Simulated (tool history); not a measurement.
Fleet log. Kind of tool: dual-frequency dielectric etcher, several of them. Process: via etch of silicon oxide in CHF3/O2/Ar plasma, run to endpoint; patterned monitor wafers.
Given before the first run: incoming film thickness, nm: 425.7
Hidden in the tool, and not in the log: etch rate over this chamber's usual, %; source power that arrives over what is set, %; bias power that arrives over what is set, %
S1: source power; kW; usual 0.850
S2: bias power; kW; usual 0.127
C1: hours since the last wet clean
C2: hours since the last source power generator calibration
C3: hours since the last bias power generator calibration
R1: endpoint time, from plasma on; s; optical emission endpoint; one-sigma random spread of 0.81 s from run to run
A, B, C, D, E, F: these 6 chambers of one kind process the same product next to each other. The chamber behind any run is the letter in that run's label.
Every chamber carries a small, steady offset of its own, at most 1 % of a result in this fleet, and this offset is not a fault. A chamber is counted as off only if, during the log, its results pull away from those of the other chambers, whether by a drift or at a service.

{"run": "1C", "day": 0.242, "S1": 0.85, "S2": 0.127, "C1": 345.0, "C2": 815.9, "C3": 941.9, "R1": 209.87}
{"run": "2E", "day": 0.45, "S1": 0.85, "S2": 0.127, "C1": 125.6, "C2": 3465.4, "C3": 1473.2, "R1": 210.06}
{"run": "3A", "day": 0.617, "S1": 0.85, "S2": 0.127, "C1": 99.8, "C2": 1117.2, "C3": 2924.1, "R1": 209.65}
{"day": 0.829, "done": "chamber D: wet clean of the chamber"}
{"run": "4B", "day": 0.842, "S1": 0.85, "S2": 0.127, "C1": 31.3, "C2": 1885.2, "C3": 631.3, "R1": 209.35}
{"run": "5F", "day": 1.158, "S1": 0.85, "S2": 0.127, "C1": 520.8, "C2": 298.7, "C3": 2111.7, "R1": 210.71}
{"run": "6D", "day": 1.433, "S1": 0.85, "S2": 0.127, "C1": 14.5, "C2": 1827.5, "C3": 1617.2, "R1": 212.72}
{"run": "7C", "day": 1.617, "S1": 0.85, "S2": 0.127, "C1": 378.0, "C2": 848.9, "C3": 974.9, "R1": 210.04}
{"run": "8A", "day": 1.771, "S1": 0.85, "S2": 0.127, "C1": 127.5, "C2": 1144.9, "C3": 2951.8, "R1": 210.3}
{"run": "9D", "day": 2.046, "S1": 0.85, "S2": 0.127, "C1": 29.2, "C2": 1842.2, "C3": 1631.9, "R1": 212.13}
{"run": "10F", "day": 2.208, "S1": 0.94, "S2": 0.127, "C1": 546.0, "C2": 323.9, "C3": 2136.9, "R1": 205.08}
{"run": "11B", "day": 2.446, "S1": 0.94, "S2": 0.127, "C1": 69.8, "C2": 1923.7, "C3": 669.8, "R1": 202.57}
{"day": 2.754, "done": "chamber F: wet clean of the chamber"}
{"run": "12E", "day": 2.783, "S1": 0.94, "S2": 0.127, "C1": 181.6, "C2": 3521.4, "C3": 1529.2, "R1": 199.93}
{"run": "13E", "day": 3.012, "S1": 0.94, "S2": 0.127, "C1": 187.1, "C2": 3526.9, "C3": 1534.7, "R1": 201.35}
{"run": "14A", "day": 3.242, "S1": 0.94, "S2": 0.127, "C1": 162.8, "C2": 1180.2, "C3": 2987.1, "R1": 202.98}
{"run": "15C", "day": 3.575, "S1": 0.94, "S2": 0.127, "C1": 425.0, "C2": 895.9, "C3": 1021.9, "R1": 200.43}
{"run": "16B", "day": 3.754, "S1": 0.85, "S2": 0.127, "C1": 101.2, "C2": 1955.1, "C3": 701.2, "R1": 212.57}
{"run": "17D", "day": 3.992, "S1": 0.85, "S2": 0.127, "C1": 75.9, "C2": 1888.9, "C3": 1678.6, "R1": 210.99}
{"run": "18F", "day": 4.208, "S1": 0.85, "S2": 0.127, "C1": 35.0, "C2": 371.9, "C3": 2184.9, "R1": 211.75}
{"run": "19D", "day": 4.533, "S1": 0.85, "S2": 0.127, "C1": 88.9, "C2": 1901.9, "C3": 1691.6, "R1": 212.39}
{"run": "20F", "day": 4.733, "S1": 0.85, "S2": 0.127, "C1": 47.6, "C2": 384.5, "C3": 2197.5, "R1": 211.46}
{"run": "21A", "day": 4.962, "S1": 0.85, "S2": 0.127, "C1": 204.1, "C2": 1221.5, "C3": 3028.4, "R1": 211.46}
{"run": "22B", "day": 5.296, "S1": 0.85, "S2": 0.127, "C1": 138.2, "C2": 1992.1, "C3": 738.2, "R1": 209.33}
{"run": "23E", "day": 5.517, "S1": 0.85, "S2": 0.127, "C1": 247.2, "C2": 3587.0, "C3": 1594.8, "R1": 209.34}
{"day": 5.525, "done": "chamber C: wet clean of the chamber"}
{"run": "24C", "day": 5.808, "S1": 0.85, "S2": 0.127, "C1": 6.8, "C2": 949.5, "C3": 1075.5, "R1": 199.22}
{"run": "25E", "day": 6.079, "S1": 0.85, "S2": 0.127, "C1": 260.7, "C2": 3600.5, "C3": 1608.3, "R1": 210.43}
{"run": "26F", "day": 6.312, "S1": 0.85, "S2": 0.127, "C1": 85.5, "C2": 422.4, "C3": 2235.4, "R1": 212.28}
{"run": "27B", "day": 6.525, "S1": 0.85, "S2": 0.127, "C1": 167.7, "C2": 2021.6, "C3": 767.7, "R1": 211.28}
{"run": "28D", "day": 6.867, "S1": 0.85, "S2": 0.127, "C1": 144.9, "C2": 1957.9, "C3": 1747.6, "R1": 211.73}
{"run": "29A", "day": 7.038, "S1": 0.85, "S2": 0.127, "C1": 253.9, "C2": 1271.3, "C3": 3078.2, "R1": 211.71}
{"run": "30C", "day": 7.271, "S1": 0.85, "S2": 0.127, "C1": 41.9, "C2": 984.6, "C3": 1110.6, "R1": 198.38}
{"run": "31E", "day": 7.567, "S1": 0.74, "S2": 0.113, "C1": 296.4, "C2": 3636.2, "C3": 1644.0, "R1": 229.12}
{"run": "32A", "day": 7.846, "S1": 0.74, "S2": 0.113, "C1": 273.3, "C2": 1290.7, "C3": 3097.6, "R1": 231.71}
{"run": "33F", "day": 8.05, "S1": 0.74, "S2": 0.113, "C1": 127.2, "C2": 464.1, "C3": 2277.1, "R1": 232.36}
{"run": "34D", "day": 8.371, "S1": 0.74, "S2": 0.113, "C1": 181.0, "C2": 1994.0, "C3": 1783.7, "R1": 231.73}
{"run": "35C", "day": 8.633, "S1": 0.74, "S2": 0.113, "C1": 74.6, "C2": 1017.3, "C3": 1143.3, "R1": 216.79}
{"run": "36B", "day": 8.988, "S1": 0.74, "S2": 0.113, "C1": 226.8, "C2": 2080.7, "C3": 826.8, "R1": 232.43}
{"run": "37F", "day": 9.2, "S1": 0.85, "S2": 0.127, "C1": 154.8, "C2": 491.7, "C3": 2304.7, "R1": 211.06}
{"run": "38E", "day": 9.392, "S1": 0.85, "S2": 0.127, "C1": 340.2, "C2": 3680.0, "C3": 1687.8, "R1": 208.37}
{"run": "39D", "day": 9.604, "S1": 0.85, "S2": 0.127, "C1": 210.6, "C2": 2023.6, "C3": 1813.3, "R1": 212.08}
{"run": "40B", "day": 9.838, "S1": 0.85, "S2": 0.127, "C1": 247.2, "C2": 2101.1, "C3": 847.2, "R1": 212.54}

What goes on in this fleet: one chamber off, a drifting gauge, or nothing beyond the chambers' own small offsets? Name the chamber and the cause, if any.

A service on chamber C put it out of line with the rest.
Likeliest cause: etch rate over this chamber's usual, % = 5.09.

Below are 4 candidate recipes for chamber C's next run, each the usual settings with a change, their results shown as question marks. Which of them brings C's results back in line with what the other chambers give on the usual settings?
To be in line, a result may differ from the other chambers' mean on the usual settings by at most: R1 2.90 s
{"run": "41C-1", "day": 10.092, "S1": 0.93, "S2": 0.136, "R1": "?"}
{"run": "41C-2", "day": 10.092, "S1": 0.85, "S2": 0.102, "R1": "?"}
{"run": "41C-3", "day": 10.092, "S1": 0.85, "S2": 0.14, "R1": "?"}
{"run": "41C-4", "day": 10.092, "S1": 0.85, "S2": 0.114, "R1": "?"}

Mean of the other chambers on the usual settings: R1 211.18 s
run=41C-1 R1=187.76
run=41C-2 R1=211.84
run=41C-3 R1=192.89
run=41C-4 R1=205.16
With 41C-2, the chamber falls back in line with the rest.

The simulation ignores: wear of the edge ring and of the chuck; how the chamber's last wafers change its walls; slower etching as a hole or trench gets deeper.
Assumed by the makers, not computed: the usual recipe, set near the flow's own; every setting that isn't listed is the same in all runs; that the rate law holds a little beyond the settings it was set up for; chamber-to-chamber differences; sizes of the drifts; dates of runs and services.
